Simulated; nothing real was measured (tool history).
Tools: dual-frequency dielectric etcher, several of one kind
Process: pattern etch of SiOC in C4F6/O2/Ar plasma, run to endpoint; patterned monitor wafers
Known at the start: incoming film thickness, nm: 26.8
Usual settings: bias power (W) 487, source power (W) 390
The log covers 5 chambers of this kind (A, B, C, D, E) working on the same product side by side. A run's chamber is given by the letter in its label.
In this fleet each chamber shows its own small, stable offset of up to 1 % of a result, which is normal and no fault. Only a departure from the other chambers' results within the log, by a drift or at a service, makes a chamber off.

| run | day | bias power (W) | source power (W) | endpoint time (s) |
|---|---|---|---|---|
| 1C | 0.121 | 487 | 390 | 9.1757 |
| 2B | 0.275 | 487 | 390 | 9.2577 |
| 3A | 0.479 | 487 | 390 | 9.1983 |
| 4D | 0.588 | 487 | 390 | 9.2194 |
| 5E | 0.738 | 596 | 390 | 8.4733 |
| 6D | 0.858 | 596 | 390 | 8.6313 |
| 7A | 1.058 | 596 | 390 | 8.4748 |
| 8B | 1.262 | 596 | 390 | 8.5860 |
| 9C | 1.383 | 596 | 390 | 8.4365 |
| 10E | 1.575 | 487 | 390 | 9.1366 |
| 11E | 1.742 | 487 | 390 | 9.2131 |
| 12B | 1.904 | 487 | 390 | 9.2354 |
| 13A | 2.017 | 487 | 390 | 9.2308 |
| 14C | 2.200 | 427 | 390 | 9.5371 |
| 15D | 2.321 | 427 | 390 | 9.6904 |
| 16B | 2.471 | 427 | 390 | 9.7107 |
| 17C | 2.583 | 427 | 390 | 9.6021 |
| 18D | 2.775 | 427 | 390 | 9.6679 |
| 19E | 2.925 | 487 | 390 | 9.1618 |
| 20A | 3.033 | 487 | 390 | 9.1988 |
| 21B | 3.212 | 487 | 390 | 9.2512 |
| 22E | 3.367 | 487 | 390 | 9.1816 |
| 23C | 3.588 | 487 | 390 | 9.1368 |
| 24A | 3.754 | 487 | 480 | 8.5572 |
|  | 3.925 | chamber D: wet clean of the chamber |
| 25D | 3.967 | 487 | 480 | 8.8301 |
| 26C | 4.088 | 487 | 480 | 8.4337 |
| 27D | 4.254 | 487 | 480 | 8.8181 |
| 28E | 4.421 | 487 | 480 | 8.5299 |
| 29A | 4.588 | 487 | 390 | 9.2010 |
| 30B | 4.742 | 487 | 390 | 9.2330 |
| 31C | 4.846 | 487 | 390 | 9.1438 |
| 32D | 5.004 | 487 | 390 | 9.5094 |
| 33E | 5.225 | 487 | 390 | 9.1040 |
| 34A | 5.342 | 487 | 390 | 9.2058 |
| 35B | 5.521 | 487 | 390 | 9.3169 |
| 36D | 5.717 | 436 | 420 | 9.6796 |
| 37C | 5.904 | 436 | 420 | 9.3178 |
| 38A | 6.083 | 436 | 420 | 9.2438 |

The same settings go to every chamber for the next run, one line per chamber below. Forecast the results for each:
| 39A | 6.250 | 487 | 430 | ? |
| 39B | 6.250 | 487 | 430 | ? |
| 39C | 6.250 | 487 | 430 | ? |
| 39D | 6.250 | 487 | 430 | ? |
| 39E | 6.250 | 487 | 430 | ? |

| run | endpoint time (s) |
|---|---|
| 39A | 8.8825 |
| 39B | 8.9451 |
| 39C | 8.8251 |
| 39D | 9.2328 |
| 39E | 8.8271 |
